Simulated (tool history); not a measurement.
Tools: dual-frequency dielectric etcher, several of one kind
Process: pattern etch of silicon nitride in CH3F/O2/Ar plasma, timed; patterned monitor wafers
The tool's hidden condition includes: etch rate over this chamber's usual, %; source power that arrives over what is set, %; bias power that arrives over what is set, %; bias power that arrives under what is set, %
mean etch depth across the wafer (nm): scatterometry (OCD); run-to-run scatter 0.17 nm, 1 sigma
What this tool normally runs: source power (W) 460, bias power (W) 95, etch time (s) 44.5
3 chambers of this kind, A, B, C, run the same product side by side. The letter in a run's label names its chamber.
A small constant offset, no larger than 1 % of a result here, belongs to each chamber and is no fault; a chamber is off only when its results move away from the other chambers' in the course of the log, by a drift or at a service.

run	hour	source power (W)	bias power (W)	etch time (s)	hours since the last wet clean	hours since the last source power generator calibration	hours since the last bias power generator calibration	read-back reference wafer on the same gauge, depth_nm	mean etch depth across the wafer (nm)
1B	8.6	460	95	44.5	423.3	1630.4	443.9	32.102	36.112
2C	15.0	460	95	44.5	125.9	1989.6	622.8	32.083	36.503
3A	19.6	460	95	44.5	571.2	1268.6	116.5	32.102	36.345
4B	25.8	460	95	44.5	440.5	1647.6	461.1	32.106	36.225
5A	32.6	460	95	44.5	584.2	1281.6	129.5	32.070	36.539
6C	40.8	460	95	44.5	151.7	2015.4	648.6	32.101	36.193
7A	48.4	460	95	44.5	600.0	1297.4	145.3	32.083	36.144
8C	57.2	460	95	44.5	168.1	2031.8	665.0	32.087	36.400
9B	64.2	460	118	44.5	478.9	1686.0	499.5	32.090	39.208
# hour 65.9: chamber A: wet clean of the chamber
10C	73.5	460	118	44.5	184.4	2048.1	681.3	32.120	39.640
11B	79.7	460	118	44.5	494.4	1701.5	515.0	32.128	38.962
12A	87.1	460	95	44.5	21.3	1336.1	184.0	32.129	36.340
# hour 92.2: chamber B: wet clean of the chamber
13C	93.4	460	95	44.5	204.3	2068.0	701.2	32.115	36.468
14B	99.5	460	95	44.5	7.3	1721.3	534.8	32.134	35.875
15A	107.3	460	95	44.5	41.5	1356.3	204.2	32.114	36.168
16A	115.8	460	95	44.5	50.0	1364.8	212.7	32.095	36.302
# hour 116.0: chamber C: source power generator calibrated
17C	124.5	460	95	44.5	235.4	8.6	732.3	32.038	36.587
18B	134.2	460	79	44.5	42.0	1756.0	569.5	32.062	33.677
19B	142.1	460	79	44.5	49.9	1763.9	577.4	32.080	33.960
20C	148.2	460	79	44.5	259.1	32.3	756.0	32.111	33.812

Next, all 3 chambers run the settings below, one line each with question marks for the results. What does each chamber give?
21A	155.2	460	79	44.5					?
21B	155.2	460	79	44.5					?
21C	155.2	460	79	44.5					?

run	mean etch depth across the wafer (nm)
21A	33.997
21B	33.985
21C	33.803

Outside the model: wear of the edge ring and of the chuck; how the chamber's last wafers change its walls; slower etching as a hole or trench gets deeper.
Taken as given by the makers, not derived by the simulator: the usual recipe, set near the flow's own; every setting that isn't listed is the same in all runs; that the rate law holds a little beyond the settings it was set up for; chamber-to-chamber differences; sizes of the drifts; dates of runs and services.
